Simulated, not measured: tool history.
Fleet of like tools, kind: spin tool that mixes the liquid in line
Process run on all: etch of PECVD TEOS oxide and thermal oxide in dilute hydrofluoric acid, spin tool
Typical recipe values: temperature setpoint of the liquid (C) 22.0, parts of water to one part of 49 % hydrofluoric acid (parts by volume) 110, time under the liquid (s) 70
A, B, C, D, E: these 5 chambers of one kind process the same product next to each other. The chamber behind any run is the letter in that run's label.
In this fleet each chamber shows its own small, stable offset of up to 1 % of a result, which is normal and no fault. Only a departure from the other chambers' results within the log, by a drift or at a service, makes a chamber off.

run   hour  temperature setpoint of the liquid (C)  parts of water to one part of 49 % hydrofluoric acid (parts by volume)  time under the liquid (s)  hours since the thermometer was replaced  hours since the hydrofluoric acid flow meter was replaced  read-back film thickness of the PECVD TEOS oxide reference wafer, read on the same gauge (nm)  read-back film thickness of the thermal oxide reference wafer, read on the same gauge (nm)  thickness taken off the PECVD TEOS oxide on a monitor wafer (nm)  thickness taken off the thermal oxide on a monitor wafer (nm)
 1C    2.7                                    22.0                                                                     110                         70                                    1866.0                                                     1491.2                                                                                         130.02                                                                                      60.021                                                            7.0121                                                         2.7762
 2B    4.8                                    22.0                                                                     110                         70                                    1283.6                                                      154.6                                                                                         129.96                                                                                      59.939                                                            6.8909                                                         2.7689
 3D    9.1                                    22.0                                                                     110                         70                                     728.3                                                     1050.1                                                                                         130.00                                                                                      60.013                                                            6.9652                                                         2.7743
 4E   13.6                                    22.0                                                                     110                         70                                     558.5                                                     1572.5                                                                                         130.00                                                                                      59.988                                                            6.9736                                                         2.8051
 5A   16.2                                    22.0                                                                     110                         70                                    1201.4                                                     1297.4                                                                                         129.99                                                                                      60.013                                                            6.9756                                                         2.8135
 6D   19.4                                    22.0                                                                     110                         70                                     738.6                                                     1060.4                                                                                         130.01                                                                                      60.004                                                            6.8992                                                         2.7805
 7C   23.1                                    22.0                                                                     110                         70                                    1886.4                                                     1511.6                                                                                         129.97                                                                                      60.025                                                            6.8932                                                         2.7697
      25.9  -- chamber A: hydrofluoric acid flow meter replaced
 8B   27.0                                    22.0                                                                     110                         70                                    1305.8                                                      176.8                                                                                         129.99                                                                                      60.021                                                            6.9113                                                         2.8171
 9E   30.8                                    22.0                                                                     110                         70                                     575.7                                                     1589.7                                                                                         130.01                                                                                      60.010                                                            6.9266                                                         2.7602
10A   34.2                                    22.0                                                                     110                         70                                    1219.4                                                        8.4                                                                                         130.01                                                                                      60.015                                                            7.0188                                                         2.7959
11A   37.3                                    22.0                                                                     110                         70                                    1222.5                                                       11.5                                                                                         129.98                                                                                      60.005                                                            6.9521                                                         2.8070
12B   40.1                                    22.0                                                                     110                         70                                    1318.9                                                      189.9                                                                                         130.01                                                                                      59.986                                                            6.8962                                                         2.8021
13E   43.3                                    22.0                                                                     110                         70                                     588.2                                                     1602.2                                                                                         129.99                                                                                      59.978                                                            6.9214                                                         2.8041
14C   46.3                                    22.0                                                                     110                         70                                    1909.6                                                     1534.8                                                                                         129.98                                                                                      59.988                                                            6.9862                                                         2.7759
15D   49.9                                    22.0                                                                     110                         70                                     769.1                                                     1090.9                                                                                         130.04                                                                                      59.986                                                            6.9328                                                         2.8126
16B   52.1                                    22.0                                                                     110                         70                                    1330.9                                                      201.9                                                                                         130.00                                                                                      59.988                                                            6.9191                                                         2.7798
17A   55.1                                    22.0                                                                     110                         70                                    1240.3                                                       29.3                                                                                         130.02                                                                                      59.994                                                            7.0336                                                         2.7468
18C   58.7                                    24.5                                                                     110                         70                                    1922.0                                                     1547.2                                                                                         130.00                                                                                      60.014                                                            7.6910                                                         3.0750
19E   61.9                                    24.5                                                                     110                         70                                     606.8                                                     1620.8                                                                                         130.03                                                                                      60.042                                                            7.6497                                                         3.1054
20D   65.4                                    24.5                                                                     110                         70                                     784.6                                                     1106.4                                                                                         129.93                                                                                      60.016                                                            7.6519                                                         3.1212
21A   67.5                                    24.5                                                                     110                         70                                    1252.7                                                       41.7                                                                                         129.99                                                                                      60.015                                                            7.7220                                                         3.0676
      69.8  -- chamber D: hydrofluoric acid flow meter replaced
22B   71.3                                    24.5                                                                     110                         70                                    1350.1                                                      221.1                                                                                         129.99                                                                                      60.017                                                            7.5771                                                         3.0772
23D   74.0                                    22.0                                                                     110                         70                                     793.2                                                        4.3                                                                                         130.01                                                                                      60.001                                                            6.9054                                                         2.7908
24C   76.6                                    22.0                                                                     110                         70                                    1939.9                                                     1565.1                                                                                         129.99                                                                                      60.003                                                            6.9385                                                         2.7869
25E   78.8                                    22.0                                                                     110                         70                                     623.7                                                     1637.7                                                                                         129.99                                                                                      60.032                                                            6.9629                                                         2.7573
26D   81.3                                    18.5                                                                      60                         70                                     800.5                                                       11.6                                                                                         129.97                                                                                      59.996                                                           11.7080                                                         4.7677
27C   84.9                                    18.5                                                                      60                         70                                    1948.2                                                     1573.4                                                                                         130.00                                                                                      59.983                                                           11.7480                                                         4.7171
28A   87.4                                    18.5                                                                      60                         70                                    1272.6                                                       61.6                                                                                         130.01                                                                                      59.954                                                           11.7310                                                         4.6775
29B   89.4                                    18.5                                                                      60                         70                                    1368.2                                                      239.2                                                                                         130.03                                                                                      59.987                                                           11.4850                                                         4.6503
30E   93.8                                    18.5                                                                      60                         70                                     638.7                                                     1652.7                                                                                         130.01                                                                                      59.991                                                           11.7250                                                         4.7169
      94.7  -- chamber B: thermometer replaced
31B   97.1                                    22.0                                                                     110                         70                                       2.4                                                      246.9                                                                                         129.97                                                                                      60.033                                                            6.8484                                                         2.7666
32D   99.5                                    22.0                                                                     110                         70                                     818.7                                                       29.8                                                                                         130.02                                                                                      60.012                                                            6.9305                                                         2.8037
33A  101.4                                    20.5                                                                     110                         70                                    1286.6                                                       75.6                                                                                         129.98                                                                                      59.958                                                            6.5308                                                         2.6330
34E  105.1                                    20.5                                                                     110                         70                                     650.0                                                     1664.0                                                                                         130.00                                                                                      59.992                                                            6.4862                                                         2.6126
35C  107.8                                    20.5                                                                     110                         70                                    1971.1                                                     1596.3                                                                                         130.04                                                                                      59.971                                                            6.5145                                                         2.6432
36B  109.9                                    20.5                                                                     110                         70                                      15.2                                                      259.7                                                                                         129.99                                                                                      59.980                                                            6.4487                                                         2.6073
37A  114.0                                    20.5                                                                     110                         70                                    1299.2                                                       88.2                                                                                         130.00                                                                                      59.998                                                            6.5919                                                         2.6245
38D  118.3                                    22.0                                                                     110                         70                                     837.5                                                       48.6                                                                                         129.96                                                                                      60.022                                                            6.8950                                                         2.7676
39E  120.5                                    22.0                                                                     110                         70                                     665.4                                                     1679.4                                                                                         130.01                                                                                      60.002                                                            6.9711                                                         2.8134
40C  124.8                                    22.0                                                                     110                         70                                    1988.1                                                     1613.3                                                                                         129.96                                                                                      60.012                                                            6.9664                                                         2.7609
41E  128.6                                    22.0                                                                     135                         70                                     673.5                                                     1687.5                                                                                         130.00                                                                                      59.985                                                            5.4739                                                         2.2227

Each of the 5 chambers runs these same settings next. Fill in every chamber's results:
42A  131.8                                    22.0                                                                     110                         70                                                                                                                                                                                                                                                                                                                                                                 ?                                                              ?
42B  131.8                                    22.0                                                                     110                         70                                                                                                                                                                                                                                                                                                                                                                 ?                                                              ?
42C  131.8                                    22.0                                                                     110                         70                                                                                                                                                                                                                                                                                                                                                                 ?                                                              ?
42D  131.8                                    22.0                                                                     110                         70                                                                                                                                                                                                                                                                                                                                                                 ?                                                              ?
42E  131.8                                    22.0                                                                     110                         70                                                                                                                                                                                                                                                                                                                                                                 ?                                                              ?

run  thickness taken off the PECVD TEOS oxide on a monitor wafer (nm)  thickness taken off the thermal oxide on a monitor wafer (nm)
42A                                                            7.0124                                                         2.7647
42B                                                            6.9150                                                         2.8112
42C                                                            6.9440                                                         2.7721
42D                                                            6.9420                                                         2.7773
42E                                                            6.9141                                                         2.7616
